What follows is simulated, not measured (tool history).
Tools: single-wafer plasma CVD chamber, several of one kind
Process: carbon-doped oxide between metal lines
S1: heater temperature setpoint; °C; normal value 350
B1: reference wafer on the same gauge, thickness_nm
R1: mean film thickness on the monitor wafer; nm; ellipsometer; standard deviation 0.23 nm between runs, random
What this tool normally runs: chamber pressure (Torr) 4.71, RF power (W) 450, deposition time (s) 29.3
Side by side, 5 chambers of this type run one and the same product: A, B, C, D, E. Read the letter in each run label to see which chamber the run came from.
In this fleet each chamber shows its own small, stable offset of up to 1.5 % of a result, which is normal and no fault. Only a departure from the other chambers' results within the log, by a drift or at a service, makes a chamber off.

Run 1B, day 0.292: usual settings; B1 150.96. Result: R1 137.23 nm.
Run 2E, day 0.808: usual settings; B1 150.9. Result: R1 137.92 nm.
At day 0.842: chamber D: RF generator calibrated.
Run 3A, day 1.058: usual settings; B1 150.98. Result: R1 137.21 nm.
Run 4D, day 1.475: usual settings; B1 150.93. Result: R1 137.13 nm.
Run 5C, day 2.025: usual settings; B1 150.83. Result: R1 137.33 nm.
At day 2.412: chamber E: RF generator calibrated.
Run 6D, day 2.45: usual settings but chamber pressure (Torr) 5.84, RF power (W) 390; B1 150.82. Result: R1 126.08 nm.
Run 7E, day 2.925: usual settings but chamber pressure (Torr) 5.84, RF power (W) 390; B1 150.77. Result: R1 127.57 nm.
Run 8C, day 3.412: usual settings but chamber pressure (Torr) 5.84, RF power (W) 390; B1 150.78. Result: R1 127.53 nm.
Run 9B, day 3.942: usual settings but chamber pressure (Torr) 5.84, RF power (W) 390; B1 150.75. Result: R1 127.03 nm.
Run 10A, day 4.312: usual settings but chamber pressure (Torr) 5.84, RF power (W) 390; B1 150.72. Result: R1 126.46 nm.
Run 11D, day 4.583: usual settings; B1 150.67. Result: R1 136.5 nm.
Run 12C, day 4.925: usual settings but S1 344 °C; B1 150.6. Result: R1 139.89 nm.
Run 13E, day 5.367: usual settings but S1 344 °C; B1 150.59. Result: R1 139.55 nm.
At day 5.554: chamber C: capacitance manometer re-zeroed and calibrated.
Run 14A, day 5.65: usual settings but S1 344 °C; B1 150.62. Result: R1 140.03 nm.
Run 15B, day 6.162: usual settings but S1 344 °C; B1 150.47. Result: R1 139.59 nm.
Run 16E, day 6.588: usual settings but S1 344 °C; B1 150.5. Result: R1 139.85 nm.
Run 17B, day 6.871: usual settings; B1 150.49. Result: R1 136.98 nm.
Run 18C, day 7.325: usual settings; B1 150.47. Result: R1 137.23 nm.
At day 7.583: chamber A: RF generator calibrated.
Run 19A, day 7.592: usual settings; B1 150.47. Result: R1 136.89 nm.
Run 20D, day 7.983: usual settings but RF power (W) 535, deposition time (s) 33.3; B1 150.43. Result: R1 173.41 nm.
Run 21E, day 8.275: usual settings but RF power (W) 535, deposition time (s) 33.3; B1 150.37. Result: R1 173.42 nm.
Run 22C, day 8.746: usual settings but RF power (W) 535, deposition time (s) 33.3; B1 150.42. Result: R1 173.05 nm.
Run 23A, day 9.046: usual settings but RF power (W) 535, deposition time (s) 33.3; B1 150.46. Result: R1 173.07 nm.
Run 24D, day 9.417: usual settings but RF power (W) 535, deposition time (s) 33.3; B1 150.3. Result: R1 173.47 nm.
Run 25B, day 9.738: usual settings but deposition time (s) 27.3; B1 150.3. Result: R1 127.63 nm.
Run 26E, day 10.071: usual settings but deposition time (s) 27.3; B1 150.28. Result: R1 128.04 nm.
Run 27C, day 10.467: usual settings but deposition time (s) 27.3; B1 150.23. Result: R1 127.79 nm.
Run 28D, day 10.842: usual settings but deposition time (s) 27.3; B1 150.22. Result: R1 127.25 nm.
At day 10.975: chamber A: thermocouple changed; heater temperature recalibrated.
Run 29B, day 11.129: usual settings but deposition time (s) 27.3; B1 150.2. Result: R1 127.65 nm.
Run 30A, day 11.592: usual settings; B1 150.12. Result: R1 136.4 nm.
Run 31C, day 12.117: usual settings; B1 150.08. Result: R1 136.65 nm.
Run 32E, day 12.571: usual settings; B1 150.05. Result: R1 136.99 nm.
Run 33B, day 12.908: usual settings; B1 150.09. Result: R1 136.66 nm.
Run 34A, day 13.442: usual settings; B1 150.01. Result: R1 135.95 nm.
Run 35D, day 13.775: usual settings; B1 150.02. Result: R1 136.2 nm.

All chambers now run identical settings, listed one chamber a line with results as question marks. What results will each chamber show?
Run 36A, day 14.171: usual settings. Result: R1 ?.
Run 36B, day 14.171: usual settings. Result: R1 ?.
Run 36C, day 14.171: usual settings. Result: R1 ?.
Run 36D, day 14.171: usual settings. Result: R1 ?.
Run 36E, day 14.171: usual settings. Result: R1 ?.

run      R1
36A  136.19
36B  136.88
36C  136.67
36D  136.28
36E  136.85
